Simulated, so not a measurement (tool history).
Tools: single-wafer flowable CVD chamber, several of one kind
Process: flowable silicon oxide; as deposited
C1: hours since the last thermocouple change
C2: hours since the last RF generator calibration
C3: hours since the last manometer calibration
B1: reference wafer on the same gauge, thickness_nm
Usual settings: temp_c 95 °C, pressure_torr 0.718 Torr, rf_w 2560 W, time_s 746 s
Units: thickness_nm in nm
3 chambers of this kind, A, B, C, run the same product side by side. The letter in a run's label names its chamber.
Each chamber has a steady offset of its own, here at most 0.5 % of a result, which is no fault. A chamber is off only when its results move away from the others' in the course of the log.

{"run": "1A", "hour": 6.9, "temp_c": 95, "pressure_torr": 0.718, "rf_w": 2560, "time_s": 746, "C1": 1325.4, "C2": 552.7, "C3": 1946.5, "B1": 550.23, "thickness_nm": 482.01}
{"run": "2C", "hour": 14.3, "temp_c": 95, "pressure_torr": 0.718, "rf_w": 2560, "time_s": 746, "C1": 857.8, "C2": 105.4, "C3": 275.8, "B1": 549.9, "thickness_nm": 484.26}
{"hour": 17.7, "done": "chamber B: thermocouple changed; heater temperature recalibrated"}
{"run": "3B", "hour": 18.6, "temp_c": 95, "pressure_torr": 0.718, "rf_w": 2560, "time_s": 746, "C1": 0.9, "C2": 1949.6, "C3": 1721.7, "B1": 550.22, "thickness_nm": 484.88}
{"run": "4B", "hour": 26.4, "temp_c": 95, "pressure_torr": 0.718, "rf_w": 2560, "time_s": 746, "C1": 8.7, "C2": 1957.4, "C3": 1729.5, "B1": 549.85, "thickness_nm": 484.37}
{"run": "5A", "hour": 31.9, "temp_c": 95, "pressure_torr": 0.718, "rf_w": 2560, "time_s": 746, "C1": 1350.4, "C2": 577.7, "C3": 1971.5, "B1": 550.02, "thickness_nm": 482.9}
{"run": "6C", "hour": 39.5, "temp_c": 95, "pressure_torr": 0.718, "rf_w": 2560, "time_s": 746, "C1": 883.0, "C2": 130.6, "C3": 301.0, "B1": 550.61, "thickness_nm": 485.49}
{"run": "7A", "hour": 44.8, "temp_c": 95, "pressure_torr": 0.718, "rf_w": 2560, "time_s": 746, "C1": 1363.3, "C2": 590.6, "C3": 1984.4, "B1": 549.87, "thickness_nm": 482.55}
{"run": "8C", "hour": 51.7, "temp_c": 95, "pressure_torr": 0.718, "rf_w": 2560, "time_s": 746, "C1": 895.2, "C2": 142.8, "C3": 313.2, "B1": 550.25, "thickness_nm": 486.59}
{"run": "9B", "hour": 57.1, "temp_c": 95, "pressure_torr": 0.718, "rf_w": 2560, "time_s": 746, "C1": 39.4, "C2": 1988.1, "C3": 1760.2, "B1": 550.3, "thickness_nm": 488.61}
{"run": "10C", "hour": 62.5, "temp_c": 95, "pressure_torr": 0.718, "rf_w": 2560, "time_s": 746, "C1": 906.0, "C2": 153.6, "C3": 324.0, "B1": 550.41, "thickness_nm": 482.69}
{"run": "11B", "hour": 68.0, "temp_c": 95, "pressure_torr": 0.718, "rf_w": 2560, "time_s": 746, "C1": 50.3, "C2": 1999.0, "C3": 1771.1, "B1": 550.18, "thickness_nm": 487.37}
{"run": "12A", "hour": 73.0, "temp_c": 95, "pressure_torr": 0.718, "rf_w": 2560, "time_s": 746, "C1": 1391.5, "C2": 618.8, "C3": 2012.6, "B1": 550.06, "thickness_nm": 484.83}
{"run": "13A", "hour": 79.0, "temp_c": 95, "pressure_torr": 0.718, "rf_w": 2560, "time_s": 746, "C1": 1397.5, "C2": 624.8, "C3": 2018.6, "B1": 550.05, "thickness_nm": 485.22}
{"run": "14B", "hour": 82.6, "temp_c": 95, "pressure_torr": 0.718, "rf_w": 2560, "time_s": 746, "C1": 64.9, "C2": 2013.6, "C3": 1785.7, "B1": 550.53, "thickness_nm": 482.21}
{"run": "15C", "hour": 89.9, "temp_c": 95, "pressure_torr": 0.718, "rf_w": 2560, "time_s": 746, "C1": 933.4, "C2": 181.0, "C3": 351.4, "B1": 550.49, "thickness_nm": 482.21}
{"run": "16C", "hour": 96.6, "temp_c": 95, "pressure_torr": 0.718, "rf_w": 2560, "time_s": 746, "C1": 940.1, "C2": 187.7, "C3": 358.1, "B1": 549.98, "thickness_nm": 483.81}
{"run": "17B", "hour": 103.1, "temp_c": 95, "pressure_torr": 0.718, "rf_w": 2560, "time_s": 746, "C1": 85.4, "C2": 2034.1, "C3": 1806.2, "B1": 550.59, "thickness_nm": 484.52}
{"run": "18A", "hour": 107.7, "temp_c": 95, "pressure_torr": 0.718, "rf_w": 2560, "time_s": 746, "C1": 1426.2, "C2": 653.5, "C3": 2047.3, "B1": 549.55, "thickness_nm": 483.07}
{"run": "19B", "hour": 113.4, "temp_c": 95, "pressure_torr": 0.718, "rf_w": 2560, "time_s": 746, "C1": 95.7, "C2": 2044.4, "C3": 1816.5, "B1": 550.28, "thickness_nm": 484.44}
{"run": "20A", "hour": 119.5, "temp_c": 95, "pressure_torr": 0.718, "rf_w": 2560, "time_s": 746, "C1": 1438.0, "C2": 665.3, "C3": 2059.1, "B1": 549.99, "thickness_nm": 482.71}
{"run": "21C", "hour": 125.1, "temp_c": 95, "pressure_torr": 0.718, "rf_w": 2560, "time_s": 746, "C1": 968.6, "C2": 216.2, "C3": 386.6, "B1": 550.01, "thickness_nm": 483.97}
{"run": "22B", "hour": 130.3, "temp_c": 95, "pressure_torr": 0.718, "rf_w": 2560, "time_s": 746, "C1": 112.6, "C2": 2061.3, "C3": 1833.4, "B1": 549.99, "thickness_nm": 487.35}
{"run": "23A", "hour": 135.9, "temp_c": 95, "pressure_torr": 0.718, "rf_w": 2560, "time_s": 746, "C1": 1454.4, "C2": 681.7, "C3": 2075.5, "B1": 550.28, "thickness_nm": 484.63}
{"run": "24C", "hour": 141.1, "temp_c": 95, "pressure_torr": 0.718, "rf_w": 2560, "time_s": 746, "C1": 984.6, "C2": 232.2, "C3": 402.6, "B1": 550.36, "thickness_nm": 484.5}
{"run": "25A", "hour": 144.7, "temp_c": 95, "pressure_torr": 0.718, "rf_w": 2560, "time_s": 746, "C1": 1463.2, "C2": 690.5, "C3": 2084.3, "B1": 550.35, "thickness_nm": 485.02}
{"run": "26B", "hour": 149.7, "temp_c": 95, "pressure_torr": 0.718, "rf_w": 2560, "time_s": 746, "C1": 132.0, "C2": 2080.7, "C3": 1852.8, "B1": 549.72, "thickness_nm": 482.01}
{"run": "27C", "hour": 154.6, "temp_c": 95, "pressure_torr": 0.718, "rf_w": 2560, "time_s": 746, "C1": 998.1, "C2": 245.7, "C3": 416.1, "B1": 550.04, "thickness_nm": 482.76}
{"run": "28B", "hour": 162.6, "temp_c": 83, "pressure_torr": 0.718, "rf_w": 2560, "time_s": 838, "C1": 144.9, "C2": 2093.6, "C3": 1865.7, "B1": 549.54, "thickness_nm": 795.75}
{"run": "29C", "hour": 167.2, "temp_c": 83, "pressure_torr": 0.718, "rf_w": 2560, "time_s": 838, "C1": 1010.7, "C2": 258.3, "C3": 428.7, "B1": 550.36, "thickness_nm": 785.7}
{"run": "30A", "hour": 171.7, "temp_c": 83, "pressure_torr": 0.718, "rf_w": 2560, "time_s": 838, "C1": 1490.2, "C2": 717.5, "C3": 2111.3, "B1": 549.94, "thickness_nm": 790.24}
{"run": "31A", "hour": 178.0, "temp_c": 95, "pressure_torr": 0.718, "rf_w": 2560, "time_s": 746, "C1": 1496.5, "C2": 723.8, "C3": 2117.6, "B1": 550.45, "thickness_nm": 483.26}
{"run": "32B", "hour": 184.5, "temp_c": 95, "pressure_torr": 0.718, "rf_w": 2560, "time_s": 746, "C1": 166.8, "C2": 2115.5, "C3": 1887.6, "B1": 550.01, "thickness_nm": 485.22}
{"run": "33C", "hour": 189.4, "temp_c": 95, "pressure_torr": 0.718, "rf_w": 2560, "time_s": 746, "C1": 1032.9, "C2": 280.5, "C3": 450.9, "B1": 549.74, "thickness_nm": 483.06}
{"run": "34C", "hour": 195.4, "temp_c": 95, "pressure_torr": 0.718, "rf_w": 2560, "time_s": 746, "C1": 1038.9, "C2": 286.5, "C3": 456.9, "B1": 549.63, "thickness_nm": 480.43}
{"run": "35A", "hour": 202.2, "temp_c": 95, "pressure_torr": 0.718, "rf_w": 2560, "time_s": 746, "C1": 1520.7, "C2": 748.0, "C3": 2141.8, "B1": 550.22, "thickness_nm": 484.47}
{"run": "36B", "hour": 207.2, "temp_c": 95, "pressure_torr": 0.718, "rf_w": 2560, "time_s": 746, "C1": 189.5, "C2": 2138.2, "C3": 1910.3, "B1": 549.79, "thickness_nm": 484.01}
{"run": "37B", "hour": 212.7, "temp_c": 95, "pressure_torr": 0.718, "rf_w": 2560, "time_s": 746, "C1": 195.0, "C2": 2143.7, "C3": 1915.8, "B1": 549.64, "thickness_nm": 486.34}
{"run": "38C", "hour": 216.8, "temp_c": 95, "pressure_torr": 0.718, "rf_w": 2560, "time_s": 746, "C1": 1060.3, "C2": 307.9, "C3": 478.3, "B1": 549.52, "thickness_nm": 483.93}
{"run": "39A", "hour": 221.0, "temp_c": 95, "pressure_torr": 0.718, "rf_w": 2560, "time_s": 746, "C1": 1539.5, "C2": 766.8, "C3": 2160.6, "B1": 550.16, "thickness_nm": 485.62}
{"run": "40C", "hour": 224.9, "temp_c": 95, "pressure_torr": 0.718, "rf_w": 2560, "time_s": 746, "C1": 1068.4, "C2": 316.0, "C3": 486.4, "B1": 550.08, "thickness_nm": 485.21}
{"run": "41A", "hour": 230.3, "temp_c": 95, "pressure_torr": 0.718, "rf_w": 2560, "time_s": 746, "C1": 1548.8, "C2": 776.1, "C3": 2169.9, "B1": 550.1, "thickness_nm": 483.21}
{"run": "42B", "hour": 236.7, "temp_c": 95, "pressure_torr": 0.718, "rf_w": 2560, "time_s": 746, "C1": 219.0, "C2": 2167.7, "C3": 1939.8, "B1": 549.69, "thickness_nm": 488.42}
{"run": "43B", "hour": 242.7, "temp_c": 95, "pressure_torr": 0.718, "rf_w": 2560, "time_s": 746, "C1": 225.0, "C2": 2173.7, "C3": 1945.8, "B1": 550.21, "thickness_nm": 485.25}

Next, every chamber runs the same settings. What will each give?
{"run": "44A", "hour": 248.6, "temp_c": 95, "pressure_torr": 0.718, "rf_w": 2560, "time_s": 746, "thickness_nm": "?"}
{"run": "44B", "hour": 248.6, "temp_c": 95, "pressure_torr": 0.718, "rf_w": 2560, "time_s": 746, "thickness_nm": "?"}
{"run": "44C", "hour": 248.6, "temp_c": 95, "pressure_torr": 0.718, "rf_w": 2560, "time_s": 746, "thickness_nm": "?"}

run=44A thickness_nm=481.57
run=44B thickness_nm=484.92
run=44C thickness_nm=484.88
